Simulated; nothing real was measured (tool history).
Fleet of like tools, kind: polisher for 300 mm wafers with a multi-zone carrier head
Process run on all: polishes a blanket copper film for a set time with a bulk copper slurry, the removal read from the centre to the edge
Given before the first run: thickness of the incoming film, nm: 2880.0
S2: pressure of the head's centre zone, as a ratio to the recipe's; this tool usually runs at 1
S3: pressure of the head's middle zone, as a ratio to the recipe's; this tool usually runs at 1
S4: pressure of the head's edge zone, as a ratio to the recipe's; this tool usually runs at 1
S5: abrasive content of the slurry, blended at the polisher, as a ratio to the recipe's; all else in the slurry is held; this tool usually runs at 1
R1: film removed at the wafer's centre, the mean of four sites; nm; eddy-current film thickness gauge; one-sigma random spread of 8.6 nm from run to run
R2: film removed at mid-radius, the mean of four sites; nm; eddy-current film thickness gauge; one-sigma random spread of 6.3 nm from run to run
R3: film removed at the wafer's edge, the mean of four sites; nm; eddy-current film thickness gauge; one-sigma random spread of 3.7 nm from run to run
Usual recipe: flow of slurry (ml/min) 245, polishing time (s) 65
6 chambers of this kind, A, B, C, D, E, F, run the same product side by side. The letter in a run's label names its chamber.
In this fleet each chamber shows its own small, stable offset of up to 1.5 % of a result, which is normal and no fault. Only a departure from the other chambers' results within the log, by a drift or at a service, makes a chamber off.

{"run": "1C", "hour": 4.2, "flow of slurry (ml/min)": 245, "S2": 1, "S3": 1, "S4": 1, "S5": 1, "polishing time (s)": 65, "R1": 586.07, "R2": 583.17, "R3": 592.07}
{"run": "2B", "hour": 7.1, "flow of slurry (ml/min)": 245, "S2": 1, "S3": 1, "S4": 1, "S5": 1, "polishing time (s)": 65, "R1": 590.33, "R2": 603.15, "R3": 604.08}
{"run": "3E", "hour": 11.8, "flow of slurry (ml/min)": 245, "S2": 1, "S3": 1, "S4": 1, "S5": 1, "polishing time (s)": 65, "R1": 580.35, "R2": 574.51, "R3": 579.49}
{"run": "4D", "hour": 16.8, "flow of slurry (ml/min)": 245, "S2": 1, "S3": 1, "S4": 1, "S5": 1, "polishing time (s)": 65, "R1": 593.74, "R2": 574.99, "R3": 589.41}
{"hour": 20.4, "done": "chamber B: worn pad replaced by a new one"}
{"run": "5F", "hour": 22.1, "flow of slurry (ml/min)": 245, "S2": 1, "S3": 1, "S4": 1, "S5": 1, "polishing time (s)": 65, "R1": 596.06, "R2": 594.09, "R3": 590.98}
{"run": "6A", "hour": 28.0, "flow of slurry (ml/min)": 245, "S2": 1, "S3": 1, "S4": 1, "S5": 1, "polishing time (s)": 65, "R1": 605.65, "R2": 590.99, "R3": 589.98}
{"run": "7A", "hour": 31.1, "flow of slurry (ml/min)": 245, "S2": 1, "S3": 1, "S4": 1, "S5": 1, "polishing time (s)": 65, "R1": 596.87, "R2": 597.37, "R3": 597.94}
{"hour": 31.3, "done": "chamber A: slurry nozzle cleaned"}
{"run": "8D", "hour": 35.7, "flow of slurry (ml/min)": 245, "S2": 1, "S3": 1, "S4": 1, "S5": 1, "polishing time (s)": 65, "R1": 572.6, "R2": 587.9, "R3": 589.7}
{"run": "9C", "hour": 41.4, "flow of slurry (ml/min)": 245, "S2": 1, "S3": 1, "S4": 1, "S5": 1, "polishing time (s)": 65, "R1": 609.81, "R2": 585.47, "R3": 586.27}
{"hour": 45.5, "done": "chamber C: edge zone pressure recalibrated"}
{"run": "10F", "hour": 45.7, "flow of slurry (ml/min)": 205, "S2": 1, "S3": 1, "S4": 1, "S5": 1, "polishing time (s)": 73, "R1": 630.97, "R2": 648.28, "R3": 652.75}
{"hour": 50.5, "done": "chamber C: worn pad replaced by a new one"}
{"run": "11B", "hour": 50.9, "flow of slurry (ml/min)": 205, "S2": 1, "S3": 1, "S4": 1, "S5": 1, "polishing time (s)": 73, "R1": 638.97, "R2": 658.22, "R3": 658.49}
{"run": "12E", "hour": 55.0, "flow of slurry (ml/min)": 205, "S2": 1, "S3": 1, "S4": 1, "S5": 1, "polishing time (s)": 73, "R1": 634.3, "R2": 636.87, "R3": 643.47}
{"run": "13D", "hour": 58.1, "flow of slurry (ml/min)": 205, "S2": 1, "S3": 1, "S4": 1, "S5": 1, "polishing time (s)": 73, "R1": 639.35, "R2": 665.47, "R3": 657.21}
{"run": "14B", "hour": 62.7, "flow of slurry (ml/min)": 205, "S2": 1, "S3": 1, "S4": 1, "S5": 1, "polishing time (s)": 73, "R1": 640.36, "R2": 652.76, "R3": 663.6}
{"run": "15C", "hour": 69.1, "flow of slurry (ml/min)": 205, "S2": 1, "S3": 1, "S4": 1, "S5": 1, "polishing time (s)": 73, "R1": 642.92, "R2": 633.17, "R3": 656.74}
{"hour": 70.5, "done": "chamber D: worn pad replaced by a new one"}
{"run": "16A", "hour": 74.3, "flow of slurry (ml/min)": 245, "S2": 1, "S3": 1, "S4": 1, "S5": 1, "polishing time (s)": 65, "R1": 597.87, "R2": 590.94, "R3": 593.4}
{"run": "17E", "hour": 80.5, "flow of slurry (ml/min)": 245, "S2": 1, "S3": 1, "S4": 1, "S5": 1, "polishing time (s)": 65, "R1": 564.93, "R2": 579.62, "R3": 587.14}
{"hour": 84.1, "done": "chamber A: worn pad replaced by a new one"}
{"hour": 85.2, "done": "chamber F: worn pad replaced by a new one"}
{"run": "18F", "hour": 86.3, "flow of slurry (ml/min)": 245, "S2": 1, "S3": 1, "S4": 1, "S5": 1, "polishing time (s)": 65, "R1": 606.37, "R2": 595.41, "R3": 598.43}
{"hour": 86.7, "done": "chamber E: worn pad replaced by a new one"}
{"run": "19A", "hour": 91.1, "flow of slurry (ml/min)": 245, "S2": 1, "S3": 1, "S4": 1, "S5": 1, "polishing time (s)": 65, "R1": 598.31, "R2": 588.26, "R3": 586.74}
{"run": "20B", "hour": 96.8, "flow of slurry (ml/min)": 245, "S2": 1, "S3": 1, "S4": 1, "S5": 1, "polishing time (s)": 65, "R1": 590.93, "R2": 593.44, "R3": 597.66}
{"hour": 101.4, "done": "chamber B: worn pad replaced by a new one"}
{"hour": 102.7, "done": "chamber A: edge zone pressure recalibrated"}
{"run": "21F", "hour": 102.7, "flow of slurry (ml/min)": 245, "S2": 1, "S3": 1, "S4": 1, "S5": 1, "polishing time (s)": 65, "R1": 589.48, "R2": 594.26, "R3": 594.31}
{"run": "22D", "hour": 108.4, "flow of slurry (ml/min)": 245, "S2": 1, "S3": 1, "S4": 1, "S5": 1, "polishing time (s)": 65, "R1": 586.07, "R2": 584.43, "R3": 587.54}
{"run": "23E", "hour": 111.3, "flow of slurry (ml/min)": 245, "S2": 1, "S3": 1, "S4": 1, "S5": 1, "polishing time (s)": 65, "R1": 576.46, "R2": 572.69, "R3": 578.24}
{"run": "24C", "hour": 116.2, "flow of slurry (ml/min)": 245, "S2": 1, "S3": 1, "S4": 1, "S5": 1, "polishing time (s)": 65, "R1": 587.16, "R2": 597.68, "R3": 592.27}
{"run": "25F", "hour": 120.7, "flow of slurry (ml/min)": 245, "S2": 1, "S3": 1, "S4": 1, "S5": 1, "polishing time (s)": 65, "R1": 585.24, "R2": 600.03, "R3": 589.31}
{"run": "26C", "hour": 126.5, "flow of slurry (ml/min)": 245, "S2": 1, "S3": 1, "S4": 1, "S5": 1, "polishing time (s)": 65, "R1": 584.01, "R2": 574.15, "R3": 586.01}
{"hour": 127.8, "done": "chamber B: slurry nozzle cleaned"}
{"run": "27D", "hour": 130.5, "flow of slurry (ml/min)": 245, "S2": 1, "S3": 1, "S4": 1, "S5": 1, "polishing time (s)": 65, "R1": 574.66, "R2": 597.36, "R3": 589.07}
{"run": "28E", "hour": 134.8, "flow of slurry (ml/min)": 245, "S2": 1, "S3": 1, "S4": 1, "S5": 1, "polishing time (s)": 65, "R1": 557.18, "R2": 562.07, "R3": 572.67}
{"run": "29B", "hour": 141.3, "flow of slurry (ml/min)": 245, "S2": 1, "S3": 1, "S4": 1, "S5": 1, "polishing time (s)": 65, "R1": 572.95, "R2": 596.2, "R3": 600.61}
{"hour": 145.7, "done": "chamber F: slurry nozzle cleaned"}
{"run": "30A", "hour": 147.6, "flow of slurry (ml/min)": 245, "S2": 1, "S3": 1, "S4": 1, "S5": 1, "polishing time (s)": 65, "R1": 583.84, "R2": 580.16, "R3": 593.03}
{"run": "31D", "hour": 153.7, "flow of slurry (ml/min)": 245, "S2": 1, "S3": 1, "S4": 1, "S5": 1, "polishing time (s)": 65, "R1": 584.17, "R2": 590.92, "R3": 595.26}
{"run": "32B", "hour": 158.8, "flow of slurry (ml/min)": 245, "S2": 1, "S3": 1, "S4": 1, "S5": 1, "polishing time (s)": 65, "R1": 592.69, "R2": 600.58, "R3": 598.39}
{"run": "33C", "hour": 162.6, "flow of slurry (ml/min)": 245, "S2": 1, "S3": 0.89, "S4": 1, "S5": 1, "polishing time (s)": 65, "R1": 600.17, "R2": 530.53, "R3": 586.64}
{"hour": 163.2, "done": "chamber C: worn pad replaced by a new one"}
{"run": "34E", "hour": 165.5, "flow of slurry (ml/min)": 245, "S2": 1, "S3": 0.89, "S4": 1, "S5": 1, "polishing time (s)": 65, "R1": 553.97, "R2": 496.94, "R3": 559.72}
{"run": "35F", "hour": 171.1, "flow of slurry (ml/min)": 245, "S2": 1, "S3": 0.89, "S4": 1, "S5": 1, "polishing time (s)": 65, "R1": 596.75, "R2": 533.3, "R3": 595.43}
{"run": "36A", "hour": 174.4, "flow of slurry (ml/min)": 245, "S2": 1, "S3": 0.89, "S4": 1, "S5": 1, "polishing time (s)": 65, "R1": 580.9, "R2": 530.88, "R3": 595.71}
{"run": "37C", "hour": 178.5, "flow of slurry (ml/min)": 245, "S2": 1, "S3": 0.89, "S4": 1, "S5": 1, "polishing time (s)": 65, "R1": 585.78, "R2": 528.67, "R3": 590.77}
{"run": "38E", "hour": 183.7, "flow of slurry (ml/min)": 245, "S2": 1, "S3": 0.89, "S4": 1, "S5": 1, "polishing time (s)": 65, "R1": 551.76, "R2": 489.47, "R3": 553.24}
{"hour": 184.4, "done": "chamber B: worn pad replaced by a new one"}
{"run": "39B", "hour": 188.3, "flow of slurry (ml/min)": 245, "S2": 1, "S3": 1, "S4": 1, "S5": 1, "polishing time (s)": 65, "R1": 591.93, "R2": 596.86, "R3": 608.79}

Each of the 6 chambers runs these same settings next. Fill in every chamber's results:
{"run": "40A", "hour": 192.9, "flow of slurry (ml/min)": 245, "S2": 1, "S3": 1, "S4": 1, "S5": 1, "polishing time (s)": 65, "R1": "?", "R2": "?", "R3": "?"}
{"run": "40B", "hour": 192.9, "flow of slurry (ml/min)": 245, "S2": 1, "S3": 1, "S4": 1, "S5": 1, "polishing time (s)": 65, "R1": "?", "R2": "?", "R3": "?"}
{"run": "40C", "hour": 192.9, "flow of slurry (ml/min)": 245, "S2": 1, "S3": 1, "S4": 1, "S5": 1, "polishing time (s)": 65, "R1": "?", "R2": "?", "R3": "?"}
{"run": "40D", "hour": 192.9, "flow of slurry (ml/min)": 245, "S2": 1, "S3": 1, "S4": 1, "S5": 1, "polishing time (s)": 65, "R1": "?", "R2": "?", "R3": "?"}
{"run": "40E", "hour": 192.9, "flow of slurry (ml/min)": 245, "S2": 1, "S3": 1, "S4": 1, "S5": 1, "polishing time (s)": 65, "R1": "?", "R2": "?", "R3": "?"}
{"run": "40F", "hour": 192.9, "flow of slurry (ml/min)": 245, "S2": 1, "S3": 1, "S4": 1, "S5": 1, "polishing time (s)": 65, "R1": "?", "R2": "?", "R3": "?"}

run=40A R1=574.61 R2=584.21 R3=591.58
run=40B R1=599.58 R2=604.08 R3=602.1
run=40C R1=592.48 R2=588.57 R3=580.5
run=40D R1=588.02 R2=584.57 R3=592.02
run=40E R1=542.58 R2=546.65 R3=547.68
run=40F R1=596.08 R2=582.86 R3=588.44
